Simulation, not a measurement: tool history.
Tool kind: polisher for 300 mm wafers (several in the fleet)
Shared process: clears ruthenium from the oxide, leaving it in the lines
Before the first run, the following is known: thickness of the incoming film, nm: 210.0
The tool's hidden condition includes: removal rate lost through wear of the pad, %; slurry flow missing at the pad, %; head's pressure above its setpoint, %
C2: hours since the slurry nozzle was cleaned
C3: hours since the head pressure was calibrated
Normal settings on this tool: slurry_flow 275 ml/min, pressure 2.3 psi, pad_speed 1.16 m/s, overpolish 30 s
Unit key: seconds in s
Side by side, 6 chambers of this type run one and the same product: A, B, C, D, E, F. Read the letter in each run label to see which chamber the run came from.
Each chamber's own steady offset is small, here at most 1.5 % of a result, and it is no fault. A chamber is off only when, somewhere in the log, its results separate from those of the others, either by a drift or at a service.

{"day": 0.188, "done": "chamber B: worn pad replaced by a new one"}
{"run": "1E", "day": 0.246, "slurry_flow": 275, "pressure": 2.3, "pad_speed": 1.16, "overpolish": 30, "wafers polished on this pad": 619, "C2": 537.6, "C3": 544.8, "seconds": 142.36}
{"run": "2F", "day": 0.583, "slurry_flow": 275, "pressure": 2.3, "pad_speed": 1.16, "overpolish": 30, "wafers polished on this pad": 470, "C2": 238.4, "C3": 368.8, "seconds": 150.01}
{"run": "3C", "day": 0.862, "slurry_flow": 275, "pressure": 2.3, "pad_speed": 1.16, "overpolish": 30, "wafers polished on this pad": 1026, "C2": 216.1, "C3": 46, "seconds": 147.63}
{"run": "4A", "day": 1.125, "slurry_flow": 275, "pressure": 2.3, "pad_speed": 1.16, "overpolish": 30, "wafers polished on this pad": 279, "C2": 337, "C3": 794.9, "seconds": 145.24}
{"day": 1.238, "done": "chamber E: worn pad replaced by a new one"}
{"run": "5B", "day": 1.408, "slurry_flow": 275, "pressure": 2.3, "pad_speed": 1.16, "overpolish": 30, "wafers polished on this pad": 230, "C2": 187.7, "C3": 99.8, "seconds": 145.5}
{"run": "6D", "day": 1.683, "slurry_flow": 275, "pressure": 2.3, "pad_speed": 1.16, "overpolish": 30, "wafers polished on this pad": 397, "C2": 413.3, "C3": 369.2, "seconds": 146.1}
{"run": "7A", "day": 1.996, "slurry_flow": 275, "pressure": 2.3, "pad_speed": 1.16, "overpolish": 30, "wafers polished on this pad": 443, "C2": 357.9, "C3": 815.8, "seconds": 146.49}
{"day": 2.296, "done": "chamber C: worn pad replaced by a new one"}
{"run": "8B", "day": 2.358, "slurry_flow": 275, "pressure": 2.3, "pad_speed": 1.16, "overpolish": 30, "wafers polished on this pad": 409, "C2": 210.5, "C3": 122.6, "seconds": 147.39}
{"run": "9C", "day": 2.688, "slurry_flow": 275, "pressure": 2.3, "pad_speed": 1.16, "overpolish": 30, "wafers polished on this pad": 74, "C2": 259.9, "C3": 89.8, "seconds": 149.1}
{"run": "10D", "day": 3.112, "slurry_flow": 275, "pressure": 2.3, "pad_speed": 1.16, "overpolish": 30, "wafers polished on this pad": 666, "C2": 447.6, "C3": 403.5, "seconds": 146.47}
{"day": 3.275, "done": "chamber F: worn pad replaced by a new one"}
{"day": 3.512, "done": "chamber D: worn pad replaced by a new one"}
{"run": "11F", "day": 3.546, "slurry_flow": 275, "pressure": 2.3, "pad_speed": 1.16, "overpolish": 30, "wafers polished on this pad": 51, "C2": 309.5, "C3": 439.9, "seconds": 148.67}
{"day": 3.571, "done": "chamber E: head pressure recalibrated"}
{"day": 3.617, "done": "chamber A: slurry nozzle cleaned"}
{"run": "12E", "day": 3.875, "slurry_flow": 275, "pressure": 2.3, "pad_speed": 1.16, "overpolish": 30, "wafers polished on this pad": 497, "C2": 624.7, "C3": 7.4, "seconds": 146.65}
{"day": 4.008, "done": "chamber B: worn pad replaced by a new one"}
{"run": "13C", "day": 4.192, "slurry_flow": 275, "pressure": 2.3, "pad_speed": 1.16, "overpolish": 30, "wafers polished on this pad": 357, "C2": 296, "C3": 125.9, "seconds": 144.77}
{"run": "14F", "day": 4.521, "slurry_flow": 275, "pressure": 2.3, "pad_speed": 1.16, "overpolish": 30, "wafers polished on this pad": 235, "C2": 332.9, "C3": 463.3, "seconds": 149.9}
{"run": "15E", "day": 4.812, "slurry_flow": 275, "pressure": 2.3, "pad_speed": 1.16, "overpolish": 30, "wafers polished on this pad": 673, "C2": 647.2, "C3": 29.9, "seconds": 146.28}
{"run": "16D", "day": 5.05, "slurry_flow": 275, "pressure": 2.3, "pad_speed": 1.16, "overpolish": 30, "wafers polished on this pad": 289, "C2": 494.1, "C3": 450, "seconds": 145.5}
{"run": "17A", "day": 5.271, "slurry_flow": 275, "pressure": 1.9, "pad_speed": 1.16, "overpolish": 13, "wafers polished on this pad": 1060, "C2": 39.8, "C3": 894.4, "seconds": 178.96}
{"run": "18B", "day": 5.492, "slurry_flow": 275, "pressure": 1.9, "pad_speed": 1.16, "overpolish": 13, "wafers polished on this pad": 279, "C2": 285.7, "C3": 197.8, "seconds": 175.72}
{"day": 5.604, "done": "chamber A: worn pad replaced by a new one"}
{"day": 5.7, "done": "chamber C: slurry nozzle cleaned"}
{"run": "19D", "day": 5.862, "slurry_flow": 275, "pressure": 1.9, "pad_speed": 1.16, "overpolish": 13, "wafers polished on this pad": 443, "C2": 513.6, "C3": 469.5, "seconds": 180.42}
{"day": 6.183, "done": "chamber E: worn pad replaced by a new one"}
{"run": "20B", "day": 6.2, "slurry_flow": 275, "pressure": 1.9, "pad_speed": 1.16, "overpolish": 13, "wafers polished on this pad": 413, "C2": 302.7, "C3": 214.8, "seconds": 179.08}
{"run": "21E", "day": 6.442, "slurry_flow": 275, "pressure": 1.9, "pad_speed": 1.16, "overpolish": 13, "wafers polished on this pad": 48, "C2": 686.3, "C3": 69, "seconds": 177.29}
{"day": 6.692, "done": "chamber D: slurry nozzle cleaned"}
{"run": "22F", "day": 6.75, "slurry_flow": 275, "pressure": 1.9, "pad_speed": 1.16, "overpolish": 13, "wafers polished on this pad": 655, "C2": 386.4, "C3": 516.8, "seconds": 178.57}
{"run": "23A", "day": 6.938, "slurry_flow": 275, "pressure": 2.3, "pad_speed": 1.16, "overpolish": 30, "wafers polished on this pad": 251, "C2": 79.8, "C3": 934.4, "seconds": 147.86}
{"day": 7.021, "done": "chamber B: worn pad replaced by a new one"}
{"run": "24C", "day": 7.292, "slurry_flow": 275, "pressure": 2.3, "pad_speed": 1.16, "overpolish": 30, "wafers polished on this pad": 941, "C2": 38.3, "C3": 200.3, "seconds": 149.35}
{"run": "25B", "day": 7.575, "slurry_flow": 275, "pressure": 2.3, "pad_speed": 1.16, "overpolish": 30, "wafers polished on this pad": 104, "C2": 335.7, "C3": 247.8, "seconds": 145.72}
{"day": 7.8, "done": "chamber D: head pressure recalibrated"}
{"day": 7.846, "done": "chamber D: worn pad replaced by a new one"}
{"run": "26A", "day": 7.95, "slurry_flow": 275, "pressure": 2.3, "pad_speed": 1.16, "overpolish": 30, "wafers polished on this pad": 442, "C2": 104.1, "C3": 958.7, "seconds": 147.73}
{"day": 8.179, "done": "chamber F: worn pad replaced by a new one"}
{"run": "27D", "day": 8.312, "slurry_flow": 195, "pressure": 2.3, "pad_speed": 1.32, "overpolish": 30, "wafers polished on this pad": 88, "C2": 38.9, "C3": 12.3, "seconds": 135.52}
{"day": 8.529, "done": "chamber E: slurry nozzle cleaned"}
{"run": "28C", "day": 8.604, "slurry_flow": 195, "pressure": 2.3, "pad_speed": 1.32, "overpolish": 30, "wafers polished on this pad": 1189, "C2": 69.8, "C3": 231.8, "seconds": 136.06}
{"run": "29F", "day": 8.812, "slurry_flow": 195, "pressure": 2.3, "pad_speed": 1.32, "overpolish": 30, "wafers polished on this pad": 120, "C2": 435.9, "C3": 566.3, "seconds": 137.44}
{"day": 8.875, "done": "chamber C: worn pad replaced by a new one"}
{"run": "30E", "day": 9.162, "slurry_flow": 195, "pressure": 2.3, "pad_speed": 1.32, "overpolish": 30, "wafers polished on this pad": 561, "C2": 15.2, "C3": 134.3, "seconds": 134.15}
{"run": "31F", "day": 9.412, "slurry_flow": 195, "pressure": 2.3, "pad_speed": 1.32, "overpolish": 30, "wafers polished on this pad": 233, "C2": 450.3, "C3": 580.7, "seconds": 135.93}
{"run": "32A", "day": 9.638, "slurry_flow": 195, "pressure": 2.3, "pad_speed": 1.32, "overpolish": 30, "wafers polished on this pad": 760, "C2": 144.6, "C3": 999.2, "seconds": 136.76}
{"run": "33E", "day": 9.975, "slurry_flow": 275, "pressure": 2.3, "pad_speed": 1.16, "overpolish": 30, "wafers polished on this pad": 714, "C2": 34.7, "C3": 153.8, "seconds": 148.02}
{"run": "34D", "day": 10.4, "slurry_flow": 275, "pressure": 2.3, "pad_speed": 1.16, "overpolish": 30, "wafers polished on this pad": 481, "C2": 89, "C3": 62.4, "seconds": 147.85}
{"day": 10.538, "done": "chamber B: worn pad replaced by a new one"}
{"run": "35B", "day": 10.754, "slurry_flow": 275, "pressure": 2.3, "pad_speed": 1.16, "overpolish": 30, "wafers polished on this pad": 41, "C2": 412, "C3": 324.1, "seconds": 146.12}
{"run": "36C", "day": 10.958, "slurry_flow": 275, "pressure": 2.3, "pad_speed": 1.16, "overpolish": 30, "wafers polished on this pad": 392, "C2": 126.3, "C3": 288.3, "seconds": 147.76}
{"run": "37F", "day": 11.179, "slurry_flow": 275, "pressure": 2.3, "pad_speed": 1.16, "overpolish": 30, "wafers polished on this pad": 566, "C2": 492.7, "C3": 623.1, "seconds": 147.94}
{"run": "38C", "day": 11.529, "slurry_flow": 275, "pressure": 2.3, "pad_speed": 1.16, "overpolish": 30, "wafers polished on this pad": 500, "C2": 140, "C3": 302, "seconds": 149.86}
{"run": "39B", "day": 11.921, "slurry_flow": 275, "pressure": 2.3, "pad_speed": 1.16, "overpolish": 30, "wafers polished on this pad": 261, "C2": 440, "C3": 352.1, "seconds": 145.11}

Read the log: is a single chamber off, either drifting away or since a service, is the gauge that measures every chamber drifting, or is nothing wrong beyond small per-chamber offsets? Name any odd chamber and what most likely caused it.

No chamber is off and the gauge is stable; the differences are just each chamber's small, constant offset.
